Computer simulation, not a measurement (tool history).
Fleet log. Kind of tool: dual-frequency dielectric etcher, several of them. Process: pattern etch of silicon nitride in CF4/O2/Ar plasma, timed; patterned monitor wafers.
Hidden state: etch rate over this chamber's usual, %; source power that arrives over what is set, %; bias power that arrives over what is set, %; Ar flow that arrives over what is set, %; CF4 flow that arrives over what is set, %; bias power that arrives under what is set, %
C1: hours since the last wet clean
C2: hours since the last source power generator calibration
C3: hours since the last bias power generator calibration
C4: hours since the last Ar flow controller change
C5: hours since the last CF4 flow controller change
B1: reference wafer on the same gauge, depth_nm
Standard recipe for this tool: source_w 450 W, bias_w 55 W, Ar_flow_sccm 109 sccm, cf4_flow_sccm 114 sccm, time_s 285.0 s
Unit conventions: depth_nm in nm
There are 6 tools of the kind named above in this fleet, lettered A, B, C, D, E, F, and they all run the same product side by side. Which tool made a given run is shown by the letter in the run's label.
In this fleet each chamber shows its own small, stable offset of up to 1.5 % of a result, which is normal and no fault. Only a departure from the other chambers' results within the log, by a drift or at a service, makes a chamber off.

{"run": "1A", "hour": 9.6, "source_w": 450, "bias_w": 55, "Ar_flow_sccm": 109, "cf4_flow_sccm": 114, "time_s": 285.0, "C1": 190.9, "C2": 573.3, "C3": 1704.6, "C4": 4383.6, "C5": 2216.4, "B1": 573.46, "depth_nm": 513.25}
{"run": "2D", "hour": 17.9, "source_w": 450, "bias_w": 55, "Ar_flow_sccm": 109, "cf4_flow_sccm": 114, "time_s": 285.0, "C1": 192.3, "C2": 1053.9, "C3": 1477.2, "C4": 2534.2, "C5": 1306.3, "B1": 572.79, "depth_nm": 518.99}
{"run": "3F", "hour": 26.3, "source_w": 450, "bias_w": 55, "Ar_flow_sccm": 109, "cf4_flow_sccm": 114, "time_s": 285.0, "C1": 90.8, "C2": 2515.4, "C3": 1563.8, "C4": 103.8, "C5": 3731.7, "B1": 573.44, "depth_nm": 511.88}
{"run": "4C", "hour": 36.8, "source_w": 450, "bias_w": 55, "Ar_flow_sccm": 109, "cf4_flow_sccm": 114, "time_s": 285.0, "C1": 39.4, "C2": 3646.0, "C3": 1456.0, "C4": 3321.8, "C5": 2017.5, "B1": 573.55, "depth_nm": 519.55}
{"run": "5E", "hour": 47.7, "source_w": 450, "bias_w": 55, "Ar_flow_sccm": 109, "cf4_flow_sccm": 114, "time_s": 285.0, "C1": 149.3, "C2": 1516.2, "C3": 3312.7, "C4": 1352.4, "C5": 1386.9, "B1": 572.84, "depth_nm": 511.94}
{"run": "6B", "hour": 55.4, "source_w": 450, "bias_w": 55, "Ar_flow_sccm": 109, "cf4_flow_sccm": 137, "time_s": 285.0, "C1": 271.7, "C2": 475.1, "C3": 2388.5, "C4": 2777.6, "C5": 482.7, "B1": 573.1, "depth_nm": 522.91}
{"run": "7B", "hour": 65.0, "source_w": 450, "bias_w": 55, "Ar_flow_sccm": 109, "cf4_flow_sccm": 137, "time_s": 285.0, "C1": 281.3, "C2": 484.7, "C3": 2398.1, "C4": 2787.2, "C5": 492.3, "B1": 573.1, "depth_nm": 524.77}
{"run": "8A", "hour": 77.1, "source_w": 450, "bias_w": 55, "Ar_flow_sccm": 109, "cf4_flow_sccm": 137, "time_s": 285.0, "C1": 258.4, "C2": 640.8, "C3": 1772.1, "C4": 4451.1, "C5": 2283.9, "B1": 573.18, "depth_nm": 519.36}
{"run": "9C", "hour": 91.9, "source_w": 450, "bias_w": 55, "Ar_flow_sccm": 109, "cf4_flow_sccm": 137, "time_s": 285.0, "C1": 94.5, "C2": 3701.1, "C3": 1511.1, "C4": 3376.9, "C5": 2072.6, "B1": 572.69, "depth_nm": 528.85}
{"run": "10F", "hour": 100.3, "source_w": 450, "bias_w": 55, "Ar_flow_sccm": 109, "cf4_flow_sccm": 137, "time_s": 285.0, "C1": 164.8, "C2": 2589.4, "C3": 1637.8, "C4": 177.8, "C5": 3805.7, "B1": 572.45, "depth_nm": 520.96}
{"run": "11D", "hour": 107.4, "source_w": 450, "bias_w": 55, "Ar_flow_sccm": 109, "cf4_flow_sccm": 137, "time_s": 285.0, "C1": 281.8, "C2": 1143.4, "C3": 1566.7, "C4": 2623.7, "C5": 1395.8, "B1": 573.19, "depth_nm": 531.97}
{"run": "12E", "hour": 119.0, "source_w": 450, "bias_w": 55, "Ar_flow_sccm": 109, "cf4_flow_sccm": 114, "time_s": 285.0, "C1": 220.6, "C2": 1587.5, "C3": 3384.0, "C4": 1423.7, "C5": 1458.2, "B1": 572.6, "depth_nm": 512.26}
{"run": "13D", "hour": 130.8, "source_w": 450, "bias_w": 55, "Ar_flow_sccm": 109, "cf4_flow_sccm": 114, "time_s": 285.0, "C1": 305.2, "C2": 1166.8, "C3": 1590.1, "C4": 2647.1, "C5": 1419.2, "B1": 573.03, "depth_nm": 522.4}
{"run": "14F", "hour": 140.9, "source_w": 450, "bias_w": 55, "Ar_flow_sccm": 109, "cf4_flow_sccm": 114, "time_s": 285.0, "C1": 205.4, "C2": 2630.0, "C3": 1678.4, "C4": 218.4, "C5": 3846.3, "B1": 573.24, "depth_nm": 513.19}
{"hour": 141.7, "done": "chamber F: source power generator calibrated"}
{"hour": 149.0, "done": "chamber D: wet clean of the chamber"}
{"run": "15C", "hour": 149.4, "source_w": 450, "bias_w": 55, "Ar_flow_sccm": 109, "cf4_flow_sccm": 114, "time_s": 285.0, "C1": 152.0, "C2": 3758.6, "C3": 1568.6, "C4": 3434.4, "C5": 2130.1, "B1": 573.98, "depth_nm": 521.14}
{"run": "16A", "hour": 156.6, "source_w": 450, "bias_w": 55, "Ar_flow_sccm": 109, "cf4_flow_sccm": 114, "time_s": 232.5, "C1": 337.9, "C2": 720.3, "C3": 1851.6, "C4": 4530.6, "C5": 2363.4, "B1": 572.25, "depth_nm": 419.07}
{"run": "17B", "hour": 164.7, "source_w": 450, "bias_w": 55, "Ar_flow_sccm": 109, "cf4_flow_sccm": 114, "time_s": 232.5, "C1": 381.0, "C2": 584.4, "C3": 2497.8, "C4": 2886.9, "C5": 592.0, "B1": 572.98, "depth_nm": 422.39}
{"run": "18E", "hour": 172.8, "source_w": 450, "bias_w": 55, "Ar_flow_sccm": 109, "cf4_flow_sccm": 114, "time_s": 232.5, "C1": 274.4, "C2": 1641.3, "C3": 3437.8, "C4": 1477.5, "C5": 1512.0, "B1": 573.15, "depth_nm": 420.31}
{"run": "19F", "hour": 183.4, "source_w": 450, "bias_w": 55, "Ar_flow_sccm": 109, "cf4_flow_sccm": 114, "time_s": 232.5, "C1": 247.9, "C2": 41.8, "C3": 1720.9, "C4": 260.9, "C5": 3888.8, "B1": 573.44, "depth_nm": 416.98}
{"hour": 190.0, "done": "chamber B: wet clean of the chamber"}
{"run": "20C", "hour": 197.9, "source_w": 450, "bias_w": 55, "Ar_flow_sccm": 109, "cf4_flow_sccm": 114, "time_s": 232.5, "C1": 200.5, "C2": 3807.1, "C3": 1617.1, "C4": 3482.9, "C5": 2178.6, "B1": 573.17, "depth_nm": 424.91}
{"run": "21B", "hour": 211.9, "source_w": 450, "bias_w": 55, "Ar_flow_sccm": 109, "cf4_flow_sccm": 114, "time_s": 232.5, "C1": 22.0, "C2": 631.6, "C3": 2545.0, "C4": 2934.1, "C5": 639.2, "B1": 572.18, "depth_nm": 421.61}
{"run": "22E", "hour": 219.7, "source_w": 450, "bias_w": 55, "Ar_flow_sccm": 109, "cf4_flow_sccm": 114, "time_s": 285.0, "C1": 321.3, "C2": 1688.2, "C3": 3484.7, "C4": 1524.4, "C5": 1558.9, "B1": 573.34, "depth_nm": 519.17}
{"run": "23A", "hour": 230.9, "source_w": 450, "bias_w": 51, "Ar_flow_sccm": 109, "cf4_flow_sccm": 114, "time_s": 285.0, "C1": 412.2, "C2": 794.6, "C3": 1925.9, "C4": 4604.9, "C5": 2437.7, "B1": 573.22, "depth_nm": 496.27}
{"hour": 235.6, "done": "chamber A: CF4 flow controller replaced"}
{"run": "24D", "hour": 239.4, "source_w": 450, "bias_w": 51, "Ar_flow_sccm": 109, "cf4_flow_sccm": 114, "time_s": 285.0, "C1": 90.5, "C2": 1275.4, "C3": 1698.7, "C4": 2755.7, "C5": 1527.8, "B1": 573.49, "depth_nm": 503.69}
{"run": "25D", "hour": 252.6, "source_w": 450, "bias_w": 51, "Ar_flow_sccm": 109, "cf4_flow_sccm": 114, "time_s": 285.0, "C1": 103.7, "C2": 1288.6, "C3": 1711.9, "C4": 2768.9, "C5": 1541.0, "B1": 572.93, "depth_nm": 505.42}
{"run": "26E", "hour": 267.4, "source_w": 450, "bias_w": 51, "Ar_flow_sccm": 109, "cf4_flow_sccm": 114, "time_s": 285.0, "C1": 369.0, "C2": 1735.9, "C3": 3532.4, "C4": 1572.1, "C5": 1606.6, "B1": 573.05, "depth_nm": 511.94}
{"hour": 269.7, "done": "chamber E: source power generator calibrated"}
{"run": "27F", "hour": 276.2, "source_w": 450, "bias_w": 51, "Ar_flow_sccm": 109, "cf4_flow_sccm": 114, "time_s": 285.0, "C1": 340.7, "C2": 134.6, "C3": 1813.7, "C4": 353.7, "C5": 3981.6, "B1": 572.91, "depth_nm": 499.29}
{"run": "28B", "hour": 287.7, "source_w": 450, "bias_w": 51, "Ar_flow_sccm": 109, "cf4_flow_sccm": 114, "time_s": 285.0, "C1": 97.8, "C2": 707.4, "C3": 2620.8, "C4": 3009.9, "C5": 715.0, "B1": 572.37, "depth_nm": 503.87}
{"hour": 291.0, "done": "chamber C: Ar flow controller replaced"}
{"run": "29C", "hour": 296.7, "source_w": 500, "bias_w": 59, "Ar_flow_sccm": 109, "cf4_flow_sccm": 114, "time_s": 285.0, "C1": 299.3, "C2": 3905.9, "C3": 1715.9, "C4": 5.7, "C5": 2277.4, "B1": 572.89, "depth_nm": 584.91}
{"run": "30A", "hour": 310.0, "source_w": 500, "bias_w": 59, "Ar_flow_sccm": 109, "cf4_flow_sccm": 114, "time_s": 285.0, "C1": 491.3, "C2": 873.7, "C3": 2005.0, "C4": 4684.0, "C5": 74.5, "B1": 572.79, "depth_nm": 576.44}
{"run": "31F", "hour": 317.7, "source_w": 500, "bias_w": 59, "Ar_flow_sccm": 109, "cf4_flow_sccm": 114, "time_s": 285.0, "C1": 382.2, "C2": 176.1, "C3": 1855.2, "C4": 395.2, "C5": 4023.1, "B1": 573.63, "depth_nm": 579.27}
{"hour": 321.4, "done": "chamber C: wet clean of the chamber"}
{"hour": 322.0, "done": "chamber C: bias power generator calibrated"}
{"run": "32D", "hour": 330.4, "source_w": 500, "bias_w": 59, "Ar_flow_sccm": 109, "cf4_flow_sccm": 114, "time_s": 285.0, "C1": 181.5, "C2": 1366.4, "C3": 1789.7, "C4": 2846.7, "C5": 1618.8, "B1": 573.12, "depth_nm": 586.2}
{"run": "33A", "hour": 339.8, "source_w": 500, "bias_w": 59, "Ar_flow_sccm": 109, "cf4_flow_sccm": 114, "time_s": 285.0, "C1": 521.1, "C2": 903.5, "C3": 2034.8, "C4": 4713.8, "C5": 104.3, "B1": 572.6, "depth_nm": 573.27}
{"run": "34B", "hour": 352.9, "source_w": 500, "bias_w": 59, "Ar_flow_sccm": 109, "cf4_flow_sccm": 114, "time_s": 285.0, "C1": 163.0, "C2": 772.6, "C3": 2686.0, "C4": 3075.1, "C5": 780.2, "B1": 572.33, "depth_nm": 582.3}
{"run": "35C", "hour": 363.5, "source_w": 450, "bias_w": 55, "Ar_flow_sccm": 109, "cf4_flow_sccm": 114, "time_s": 285.0, "C1": 42.1, "C2": 3972.7, "C3": 41.5, "C4": 72.5, "C5": 2344.2, "B1": 572.86, "depth_nm": 521.7}
{"hour": 374.3, "done": "chamber A: wet clean of the chamber"}
{"run": "36E", "hour": 377.1, "source_w": 450, "bias_w": 55, "Ar_flow_sccm": 109, "cf4_flow_sccm": 114, "time_s": 285.0, "C1": 478.7, "C2": 107.5, "C3": 3642.1, "C4": 1681.8, "C5": 1716.3, "B1": 572.24, "depth_nm": 534.55}
{"run": "37E", "hour": 391.8, "source_w": 450, "bias_w": 55, "Ar_flow_sccm": 109, "cf4_flow_sccm": 114, "time_s": 285.0, "C1": 493.4, "C2": 122.2, "C3": 3656.8, "C4": 1696.5, "C5": 1731.0, "B1": 572.88, "depth_nm": 536.93}
{"run": "38A", "hour": 400.6, "source_w": 450, "bias_w": 55, "Ar_flow_sccm": 109, "cf4_flow_sccm": 114, "time_s": 285.0, "C1": 26.3, "C2": 964.3, "C3": 2095.6, "C4": 4774.6, "C5": 165.1, "B1": 572.67, "depth_nm": 508.89}

Is one chamber off against the others, does the gauge drift, or is nothing wrong? If a chamber is off, say which, and what the likeliest cause is.

Little by little, chamber E moves away from the other chambers.
Likeliest cause: etch rate over this chamber's usual, % = 4.7.

Here are 4 candidates for chamber E's next run, each the usual settings with a change, their results left as question marks. Which one brings its results back in line with what the others give on the usual settings?
In-line tolerance around the mean of the other chambers on the usual settings: depth_nm 7.60 nm
{"run": "39E-1", "hour": 411.2, "source_w": 450, "bias_w": 54, "Ar_flow_sccm": 109, "cf4_flow_sccm": 114, "time_s": 275.0, "depth_nm": "?"}
{"run": "39E-2", "hour": 411.2, "source_w": 450, "bias_w": 54, "Ar_flow_sccm": 109, "cf4_flow_sccm": 114, "time_s": 265.0, "depth_nm": "?"}
{"run": "39E-3", "hour": 411.2, "source_w": 490, "bias_w": 55, "Ar_flow_sccm": 109, "cf4_flow_sccm": 114, "time_s": 285.0, "depth_nm": "?"}
{"run": "39E-4", "hour": 411.2, "source_w": 460, "bias_w": 55, "Ar_flow_sccm": 109, "cf4_flow_sccm": 114, "time_s": 292.0, "depth_nm": "?"}

What the other chambers average on the usual settings: depth_nm 515.51 nm
run=39E-1 depth_nm=512.51
run=39E-2 depth_nm=493.88
run=39E-3 depth_nm=575.23
run=39E-4 depth_nm=558.37
The answer is 39E-1, which returns the chamber to within the allowed miss of the others.

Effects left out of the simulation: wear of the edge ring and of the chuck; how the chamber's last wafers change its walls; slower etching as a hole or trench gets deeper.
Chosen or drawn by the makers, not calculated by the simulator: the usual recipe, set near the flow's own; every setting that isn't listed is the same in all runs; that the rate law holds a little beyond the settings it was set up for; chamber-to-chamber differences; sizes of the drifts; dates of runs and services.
